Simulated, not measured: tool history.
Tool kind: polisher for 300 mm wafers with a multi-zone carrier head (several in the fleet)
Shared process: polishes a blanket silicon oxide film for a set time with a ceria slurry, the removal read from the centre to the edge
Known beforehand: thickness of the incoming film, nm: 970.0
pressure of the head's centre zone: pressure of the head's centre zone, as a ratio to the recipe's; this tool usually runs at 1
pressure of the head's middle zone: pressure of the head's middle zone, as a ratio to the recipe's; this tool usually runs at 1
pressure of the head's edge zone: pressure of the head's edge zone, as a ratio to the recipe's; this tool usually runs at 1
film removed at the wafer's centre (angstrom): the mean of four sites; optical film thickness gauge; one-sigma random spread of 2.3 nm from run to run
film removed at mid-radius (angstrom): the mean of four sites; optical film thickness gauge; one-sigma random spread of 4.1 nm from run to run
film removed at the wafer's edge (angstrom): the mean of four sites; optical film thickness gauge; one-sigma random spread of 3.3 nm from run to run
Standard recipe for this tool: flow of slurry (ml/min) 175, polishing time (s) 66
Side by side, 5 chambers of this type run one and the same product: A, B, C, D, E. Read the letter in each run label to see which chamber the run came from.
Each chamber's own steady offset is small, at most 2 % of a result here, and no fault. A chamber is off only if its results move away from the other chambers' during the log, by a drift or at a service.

run	hour	flow of slurry (ml/min)	pressure of the head's centre zone	pressure of the head's middle zone	pressure of the head's edge zone	polishing time (s)	wafers polished on this pad	hours since the slurry nozzle was cleaned	hours since the centre zone pressure was calibrated	hours since the edge zone pressure was calibrated	film removed at the wafer's centre (angstrom)	film removed at mid-radius (angstrom)	film removed at the wafer's edge (angstrom)
1C	12.3	175	1	1	1	66	421	171	75.9	212	2720.3	2715.7	2674.3
# hour 15.3: chamber E: worn pad replaced by a new one
2A	18.1	175	1	1	1	66	243	190.8	498.1	43.9	2685.8	2733.7	2754
3D	29.3	175	1	1	1	66	919	334	420.5	507.2	2753.3	2724.1	2745.5
4B	35.3	175	1	1	1	66	436	187.2	386.5	816.4	2748	2755.8	2750.6
5E	41.5	175	1	1	1	66	197	476.4	521.2	257.4	2733.2	2788.1	2776.8
6B	49.1	175	1	1	1	66	540	201	400.3	830.2	2731	2788.6	2711.7
7A	57.9	175	1	1	1	66	542	230.6	537.9	83.7	2678.7	2761.3	2683
8D	67.6	175	1	1	1	66	1207	372.3	458.8	545.5	2727.4	2645	2685.9
9C	80.3	175	1	1	1	66	933	239	143.9	280	2686	2709.3	2677.1
# hour 81.3: chamber C: worn pad replaced by a new one
# hour 86.6: chamber D: worn pad replaced by a new one
10E	89.9	175	1	1	1	66	561	524.8	569.6	305.8	2664.5	2742.9	2721.6
# hour 94.7: chamber D: slurry nozzle cleaned
# hour 94.9: chamber B: centre zone pressure recalibrated
11B	102.7	175	1	1	1	66	943	254.6	7.8	883.8	2709.7	2751.9	2735.9
12A	111.8	175	1	1	1	66	948	284.5	591.8	137.6	2756	2735.4	2651.5
# hour 115.7: chamber E: centre zone pressure recalibrated
13C	119.6	175	1	1	1	66	288	278.3	183.2	319.3	2735.3	2704.7	2743.1
14E	130.4	175	1	1	1	66	866	565.3	14.7	346.3	2688	2745.5	2710.6
15D	140.4	175	1	1	1	66	405	45.7	531.6	618.3	2754.7	2653.7	2668.2
# hour 141.2: chamber A: worn pad replaced by a new one
16A	146.8	175	1	1	1	66	42	319.5	626.8	172.6	2704.9	2730.9	2723.8
17B	153.3	175	1	1	1	66	1324	305.2	58.4	934.4	2636.4	2620.6	2734.5
18E	162.8	225	1	1	1	66	1110	597.7	47.1	378.7	2784.2	2869.8	2756.4
19C	175.7	225	1	1	1	66	710	334.4	239.3	375.4	2813.1	2831.4	2709.1
# hour 183.2: chamber E: worn pad replaced by a new one
# hour 183.6: chamber C: slurry nozzle cleaned
20D	184.7	225	1	1	1	66	738	90	575.9	662.6	2894.2	2777.9	2755.1
# hour 186.2: chamber E: edge zone pressure recalibrated
21D	194.4	225	1	1	1	66	811	99.7	585.6	672.3	2866.8	2889.3	2786.2
22E	204.5	225	1	1	1	66	160	639.4	88.8	18.4	2849.8	2771.8	2772
23B	216.1	175	1	1	1	66	1796	368	121.2	997.2	2589.8	2584.1	2617.8
# hour 223.8: chamber C: worn pad replaced by a new one
24C	226.7	145	1.06	1	1	66	21	43.1	290.3	426.4	2764.3	2610.3	2664.7
25A	236	145	1.06	1	1	66	713	408.7	716	261.8	2809.1	2663.5	2614.4
26B	246.1	145	1.06	1	1	66	2022	398	151.2	1027.2	2598.1	2482.3	2520.2
27D	252.2	145	1.06	1	1	66	1246	157.5	643.4	730.1	2850.2	2689.9	2648.9
28C	262.8	145	1.06	1	1	66	293	79.2	326.4	462.5	2780.3	2604	2668.4
29A	272.7	230	1	1	1	66	989	445.4	752.7	298.5	2840.4	2792.9	2789
# hour 279.6: chamber D: worn pad replaced by a new one
30E	280.2	230	1	1	1	66	730	715.1	164.5	94.1	2880.1	2778.8	2787
31D	287.6	230	1	1	1	66	60	192.9	678.8	765.5	2895.4	2818.3	2789.1
32E	300.4	230	1	1	1	66	882	735.3	184.7	114.3	2784.5	2811	2761.6
# hour 304.5: chamber D: edge zone pressure recalibrated
33C	311.7	230	1	1	1	66	661	128.1	375.3	511.4	2853.7	2858.6	2738.3
34B	321	175	1	1	1	66	2585	472.9	226.1	1102.1	2521.5	2534.9	2493.7
# hour 322.4: chamber A: worn pad replaced by a new one
35A	331	175	1	1	1	66	65	503.7	811	356.8	2746.8	2757.6	2708.5
36D	343.6	175	1	1	1	66	481	248.9	734.8	39.2	2788	2766.8	2725.2
# hour 352.2: chamber C: worn pad replaced by a new one
37A	354.7	175	0.9	1	1	66	243	527.4	834.7	380.5	2427.1	2764.3	2706.9
38C	366.4	175	0.9	1	1	66	107	182.8	430	566.1	2425.6	2675.5	2687.5

One chamber off, gauge drift, or nothing amiss beyond the chambers' own small offsets? If it is a chamber, which one, and what is the likeliest cause?

Chamber B drifts away from the others.
What lies behind it: removal rate lost through wear of the pad, % = 10.7.
With only this log, it may be confused with: slurry flow missing at the pad, %.

Below are 4 candidate recipes for chamber B's next run, each the usual settings with a change, their results shown as question marks. Which of them brings B's results back in line with what the other chambers give on the usual settings?
A result is in line if it is within this distance of the other chambers' mean on the usual settings: film removed at the wafer's centre (angstrom) 82; film removed at mid-radius (angstrom) 140; film removed at the wafer's edge (angstrom) 110
39B-1	375.9	170	0.99	1	1	60					?	?	?
39B-2	375.9	170	0.98	1	1	53					?	?	?
39B-3	375.9	180	1.01	1	1.01	82					?	?	?
39B-4	375.9	180	1.01	1	1	73					?	?	?

What the other chambers average on the usual settings: film removed at the wafer's centre (angstrom) 2730.6; film removed at mid-radius (angstrom) 2723.7; film removed at the wafer's edge (angstrom) 2710.6
run	film removed at the wafer's centre (angstrom)	film removed at mid-radius (angstrom)	film removed at the wafer's edge (angstrom)
39B-1	2182.9	2210.4	2190.3
39B-2	1907	1952.6	1934.7
39B-3	3081.8	3049.4	3030.2
39B-4	2743.6	2714.7	2683.4
With 39B-4, the chamber falls back in line with the rest.
